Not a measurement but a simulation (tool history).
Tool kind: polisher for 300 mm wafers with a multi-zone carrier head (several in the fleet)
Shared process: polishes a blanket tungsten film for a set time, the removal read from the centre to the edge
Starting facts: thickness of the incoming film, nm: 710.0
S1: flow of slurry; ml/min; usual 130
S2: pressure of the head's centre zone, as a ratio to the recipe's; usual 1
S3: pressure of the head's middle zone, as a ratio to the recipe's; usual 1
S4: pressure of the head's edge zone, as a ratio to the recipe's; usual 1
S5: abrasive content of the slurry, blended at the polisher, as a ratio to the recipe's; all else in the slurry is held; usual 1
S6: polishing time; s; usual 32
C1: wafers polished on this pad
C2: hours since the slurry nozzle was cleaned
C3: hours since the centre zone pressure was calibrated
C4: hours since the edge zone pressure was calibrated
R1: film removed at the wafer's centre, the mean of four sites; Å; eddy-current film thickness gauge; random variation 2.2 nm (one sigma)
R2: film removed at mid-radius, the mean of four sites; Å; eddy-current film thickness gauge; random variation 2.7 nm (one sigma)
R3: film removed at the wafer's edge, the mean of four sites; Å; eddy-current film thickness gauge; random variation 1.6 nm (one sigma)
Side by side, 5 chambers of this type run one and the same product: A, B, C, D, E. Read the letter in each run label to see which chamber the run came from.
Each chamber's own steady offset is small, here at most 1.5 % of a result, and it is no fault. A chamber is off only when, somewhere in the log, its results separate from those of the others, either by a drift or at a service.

-- day=0.079 chamber E: worn pad replaced by a new one
run 1E day=0.371 | S1=130 S2=1 S3=1 S4=1 S5=1 S6=32 | C1=79 C2=124.1 C3=963.9 C4=624.6 | R1=2022.3 R2=2036.2 R3=1993.9
-- day=0.746 chamber B: worn pad replaced by a new one
run 2B day=0.879 | S1=130 S2=1 S3=1 S4=1 S5=1 S6=32 | C1=36 C2=135.6 C3=539.3 C4=229 | R1=1956.4 R2=1981.5 R3=1985.9
-- day=1.071 chamber D: worn pad replaced by a new one
run 3C day=1.408 | S1=130 S2=1 S3=1 S4=1 S5=1 S6=32 | C1=771 C2=677.7 C3=363.7 C4=622.2 | R1=2004.4 R2=1968 R3=2032.1
-- day=1.633 chamber A: worn pad replaced by a new one
run 4A day=1.688 | S1=130 S2=1 S3=1 S4=1 S5=1 S6=32 | C1=15 C2=146.7 C3=838.2 C4=276.4 | R1=1971 R2=2048.3 R3=1996.9
-- day=1.979 chamber E: edge zone pressure recalibrated
run 5D day=2.183 | S1=110 S2=1 S3=1 S4=1 S5=1 S6=32 | C1=299 C2=531.8 C3=437.5 C4=926.4 | R1=1911.6 R2=1912.7 R3=1985.9
run 6B day=2.529 | S1=110 S2=1 S3=1 S4=1 S5=1 S6=32 | C1=479 C2=175.2 C3=578.9 C4=268.6 | R1=1877.8 R2=1959.8 R3=1944.1
run 7C day=3.033 | S1=110 S2=1 S3=1 S4=1 S5=1 S6=32 | C1=1208 C2=716.7 C3=402.7 C4=661.2 | R1=1907.6 R2=1908 R3=1972.8
-- day=3.142 chamber C: worn pad replaced by a new one
-- day=3.204 chamber D: centre zone pressure recalibrated
-- day=3.458 chamber B: worn pad replaced by a new one
run 8A day=3.588 | S1=110 S2=1 S3=1 S4=1 S5=1 S6=32 | C1=525 C2=192.3 C3=883.8 C4=322 | R1=1894 R2=1921.6 R3=1951.6
run 9E day=3.929 | S1=110 S2=1 S3=1 S4=1 S5=1 S6=32 | C1=1035 C2=209.5 C3=1049.3 C4=46.8 | R1=1912.5 R2=1922.6 R3=1943.4
-- day=4.088 chamber E: worn pad replaced by a new one
-- day=4.329 chamber D: worn pad replaced by a new one
-- day=4.375 chamber B: centre zone pressure recalibrated
run 10D day=4.483 | S1=130 S2=1 S3=1 S4=1.09 S5=1 S6=32 | C1=41 C2=587 C3=30.7 C4=981.6 | R1=2001.7 R2=1966.7 R3=2110.7
-- day=4.592 chamber A: worn pad replaced by a new one
run 11A day=4.8 | S1=130 S2=1 S3=1 S4=1.09 S5=1 S6=32 | C1=56 C2=221.4 C3=912.9 C4=351.1 | R1=1959.8 R2=2028.7 R3=2070.4
-- day=4.842 chamber C: edge zone pressure recalibrated
-- day=4.912 chamber C: slurry nozzle cleaned
run 12B day=5.396 | S1=130 S2=1 S3=1 S4=1.09 S5=1 S6=32 | C1=521 C2=244 C3=24.6 C4=337.4 | R1=1998.5 R2=2041.9 R3=2088.5
-- day=5.658 chamber D: slurry nozzle cleaned
run 13C day=5.783 | S1=130 S2=1 S3=1 S4=1.09 S5=1 S6=32 | C1=710 C2=20.9 C3=468.7 C4=22.7 | R1=1976.8 R2=2038.3 R3=2098
-- day=5.833 chamber B: worn pad replaced by a new one
run 14D day=6.1 | S1=130 S2=1 S3=1 S4=1.09 S5=1 S6=32 | C1=476 C2=10.7 C3=69.5 C4=1020.4 | R1=2037.6 R2=1944.7 R3=2127.2
run 15E day=6.662 | S1=130 S2=1 S3=1 S4=1 S5=1 S6=32 | C1=692 C2=275.1 C3=1114.9 C4=112.4 | R1=1998 R2=2035.3 R3=1998.4
-- day=6.754 chamber E: centre zone pressure recalibrated
-- day=6.971 chamber D: worn pad replaced by a new one
run 16D day=7.129 | S1=130 S2=1 S3=1 S4=1 S5=1 S6=32 | C1=42 C2=35.4 C3=94.2 C4=1045.1 | R1=1992.3 R2=2000.9 R3=2042.5
-- day=7.55 chamber A: worn pad replaced by a new one
run 17B day=7.608 | S1=130 S2=1 S3=1 S4=1 S5=1 S6=32 | C1=477 C2=297.1 C3=77.7 C4=390.5 | R1=1998.6 R2=2064.9 R3=1992.8
-- day=7.946 chamber E: worn pad replaced by a new one
-- day=8.158 chamber C: worn pad replaced by a new one
run 18A day=8.158 | S1=130 S2=1 S3=1 S4=1 S5=1 S6=32 | C1=163 C2=302 C3=993.5 C4=431.7 | R1=1926.1 R2=2026.4 R3=1997.2
-- day=8.229 chamber B: worn pad replaced by a new one
run 19E day=8.558 | S1=130 S2=1 S3=1 S4=1 S5=1 S6=32 | C1=164 C2=320.6 C3=43.4 C4=157.9 | R1=1976.7 R2=2019.4 R3=1983.3
run 20C day=9.025 | S1=130 S2=1 S3=1 S4=1 S5=1 S6=32 | C1=233 C2=98.7 C3=546.5 C4=100.5 | R1=1974 R2=1954.1 R3=1987.4
run 21B day=9.4 | S1=130 S2=1 S3=1 S4=1 S5=1 S6=32 | C1=315 C2=340.1 C3=120.7 C4=433.5 | R1=1972.6 R2=2058.9 R3=2031.1
-- day=9.796 chamber D: worn pad replaced by a new one
run 22D day=9.908 | S1=130 S2=1 S3=1 S4=1 S5=1 S6=32 | C1=31 C2=102.1 C3=160.9 C4=1111.8 | R1=1996.8 R2=1982.2 R3=2026.4
run 23E day=10.379 | S1=130 S2=1 S3=1 S4=1 S5=1 S6=32 | C1=654 C2=364.3 C3=87.1 C4=201.6 | R1=2001.3 R2=2008.8 R3=1996.5
-- day=10.65 chamber B: worn pad replaced by a new one
run 24C day=10.767 | S1=130 S2=1 S3=1 S4=1 S5=1 S6=32 | C1=702 C2=140.5 C3=588.3 C4=142.3 | R1=2013.3 R2=2019.9 R3=2010.4
run 25A day=11.05 | S1=130 S2=1 S3=1 S4=1 S5=1 S6=32 | C1=940 C2=371.4 C3=1062.9 C4=501.1 | R1=1999.6 R2=2057.4 R3=1996.1
-- day=11.071 chamber B: slurry nozzle cleaned
-- day=11.325 chamber A: worn pad replaced by a new one
run 26D day=11.583 | S1=130 S2=1 S3=1 S4=1 S5=1 S6=32 | C1=481 C2=142.3 C3=201.1 C4=1152 | R1=2012.8 R2=1963.8 R3=2023.9
run 27E day=12.188 | S1=130 S2=1 S3=1 S4=1 S5=1 S6=32 | C1=1140 C2=407.7 C3=130.5 C4=245 | R1=1999.6 R2=1947.1 R3=2001.9
-- day=12.621 chamber A: slurry nozzle cleaned
run 28C day=12.679 | S1=130 S2=1 S3=1 S4=1 S5=1 S6=32 | C1=1216 C2=186.4 C3=634.2 C4=188.2 | R1=2008.4 R2=1996.9 R3=2008.1
run 29B day=13.204 | S1=130 S2=1 S3=1 S4=1 S5=1 S6=32 | C1=687 C2=51.3 C3=212 C4=524.8 | R1=1944.6 R2=2015.1 R3=2033.5
run 30A day=13.675 | S1=130 S2=1 S3=1 S4=1 S5=1 S6=32 | C1=632 C2=25.3 C3=1125.9 C4=564.1 | R1=1957.9 R2=1999.4 R3=1987.2

Decide between three cases: one chamber stands off from its peers, the gauge reading all wafers drifts, or nothing is wrong past each chamber's small offset. Where a chamber is off, say which and what most likely put it there.

Beyond each chamber's small constant offset nothing stands out, and the gauge stays steady.
